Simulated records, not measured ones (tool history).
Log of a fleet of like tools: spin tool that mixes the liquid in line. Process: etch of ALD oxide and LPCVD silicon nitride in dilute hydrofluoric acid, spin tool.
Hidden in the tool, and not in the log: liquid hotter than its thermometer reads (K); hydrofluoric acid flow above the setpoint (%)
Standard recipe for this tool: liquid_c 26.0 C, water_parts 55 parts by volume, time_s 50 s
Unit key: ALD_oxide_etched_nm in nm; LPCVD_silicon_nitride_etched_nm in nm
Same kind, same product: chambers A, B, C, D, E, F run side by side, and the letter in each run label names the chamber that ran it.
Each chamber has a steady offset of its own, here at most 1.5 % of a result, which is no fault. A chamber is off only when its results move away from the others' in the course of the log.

run,hour,liquid_c,water_parts,time_s,hours since the thermometer was replaced,hours since the hydrofluoric acid flow meter was replaced,"read-back film thickness of the ALD oxide reference wafer, read on the same gauge (nm)","read-back film thickness of the LPCVD silicon nitride reference wafer, read on the same gauge (nm)",ALD_oxide_etched_nm,LPCVD_silicon_nitride_etched_nm
1E,7.7,26.0,55,50,50.5,1333.4,70.005,69.996,21.407,0.42762
2C,18.6,26.0,55,50,1673.3,231.5,69.992,70.041,21.138,0.39503
3B,26.5,26.0,55,50,680.7,617.7,70.017,70.007,21.009,0.45799
4D,38.1,26.0,55,50,1466.8,841.5,70.003,70.002,21.035,0.36243
# hour 43.9: chamber F: hydrofluoric acid flow meter replaced
# hour 44.8: chamber A: hydrofluoric acid flow meter replaced
5A,51.8,26.0,55,50,516.3,7.1,70.014,70.021,21.557,0.41929
6F,60.5,26.0,55,50,649.4,16.6,70.013,70.028,21.369,0.46185
7C,71.1,26.0,55,50,1725.8,284.0,69.989,70.005,21.423,0.42116
8B,81.7,22.5,55,50,735.9,672.9,70.019,70.011,18.695,0.33688
9A,89.3,22.5,55,50,553.8,44.6,69.971,70.025,18.725,0.35594
10E,95.5,22.5,55,50,138.3,1421.2,70.012,69.984,18.467,0.32445
11D,102.9,22.5,55,50,1531.6,906.3,69.977,70.011,18.141,0.34404
12F,113.7,22.5,55,50,702.6,69.8,70.018,70.004,18.513,0.34110
13B,126.2,22.5,55,50,780.4,717.4,70.005,70.003,18.405,0.32329
14C,140.0,26.0,55,50,1794.7,352.9,70.008,69.995,21.477,0.44599
# hour 145.7: chamber D: thermometer replaced
15E,148.6,23.5,70,50,191.4,1474.3,69.992,69.989,14.820,0.31164
16A,159.5,23.5,70,50,624.0,114.8,69.987,70.023,14.941,0.26168
17D,170.0,23.5,70,50,24.4,973.4,69.995,70.027,14.645,0.22118
# hour 176.1: chamber A: thermometer replaced
18F,176.7,23.5,70,50,765.6,132.8,69.974,70.006,15.041,0.28154
19F,186.1,23.5,70,50,775.0,142.2,70.008,69.979,15.023,0.24230
20D,193.8,23.5,70,50,48.2,997.2,70.015,69.984,14.712,0.28727
21C,202.0,26.0,55,30,1856.7,414.9,70.023,69.979,12.832,0.25943
22E,212.0,26.0,55,30,254.8,1537.7,70.019,69.998,12.923,0.29959
23A,220.3,26.0,55,30,44.3,175.6,70.015,70.008,13.060,0.28361
24B,228.5,26.0,55,30,882.7,819.7,70.000,69.991,12.847,0.25034
25D,236.7,26.0,55,30,91.1,1040.1,70.002,69.991,12.753,0.27902
26C,249.9,26.0,55,30,1904.6,462.8,69.997,69.971,12.617,0.27815
27F,257.0,26.0,55,50,845.9,213.1,69.995,69.991,21.617,0.48943
28A,269.7,26.0,55,50,93.7,225.0,69.984,70.001,21.491,0.42763
29B,277.1,26.0,55,50,931.3,868.3,70.004,69.991,21.458,0.49127
30E,290.6,26.0,55,50,333.4,1616.3,70.025,70.001,21.526,0.40346
31B,297.1,26.0,55,50,951.3,888.3,69.967,69.993,21.301,0.34122
32D,306.5,26.0,55,50,160.9,1109.9,70.031,70.006,21.261,0.45857
33E,313.2,21.5,55,50,356.0,1638.9,69.998,69.961,17.680,0.34457
34F,321.0,21.5,55,50,909.9,277.1,69.982,70.022,17.808,0.30571
35C,328.1,21.5,55,50,1982.8,541.0,70.019,70.003,17.839,0.31546
36A,342.2,21.5,55,50,166.2,297.5,70.013,70.003,17.767,0.32478
37E,351.3,21.5,55,50,394.1,1677.0,70.006,69.991,18.063,0.31891
38D,363.9,21.5,55,50,218.3,1167.3,69.994,69.991,17.698,0.28829
39F,376.7,26.0,55,50,965.6,332.8,69.999,70.027,21.781,0.39708
40B,387.0,26.0,55,50,1041.2,978.2,70.029,70.022,21.271,0.47177
41A,396.3,26.0,55,50,220.3,351.6,69.980,69.987,21.447,0.45288
42C,406.3,21.5,55,35,2061.0,619.2,69.999,70.012,12.431,0.21325
43F,419.1,21.5,55,35,1008.0,375.2,69.996,69.994,12.440,0.18597
44B,433.2,21.5,55,35,1087.4,1024.4,69.994,70.007,12.424,0.21896

The same settings go to every chamber for the next run, one line per chamber below. Forecast the results for each:
45A,443.3,26.0,55,50,,,,,?,?
45B,443.3,26.0,55,50,,,,,?,?
45C,443.3,26.0,55,50,,,,,?,?
45D,443.3,26.0,55,50,,,,,?,?
45E,443.3,26.0,55,50,,,,,?,?
45F,443.3,26.0,55,50,,,,,?,?

run,ALD_oxide_etched_nm,LPCVD_silicon_nitride_etched_nm
45A,21.335,0.36543
45B,21.250,0.40193
45C,21.331,0.41767
45D,21.543,0.41333
45E,21.766,0.40747
45F,21.607,0.41394

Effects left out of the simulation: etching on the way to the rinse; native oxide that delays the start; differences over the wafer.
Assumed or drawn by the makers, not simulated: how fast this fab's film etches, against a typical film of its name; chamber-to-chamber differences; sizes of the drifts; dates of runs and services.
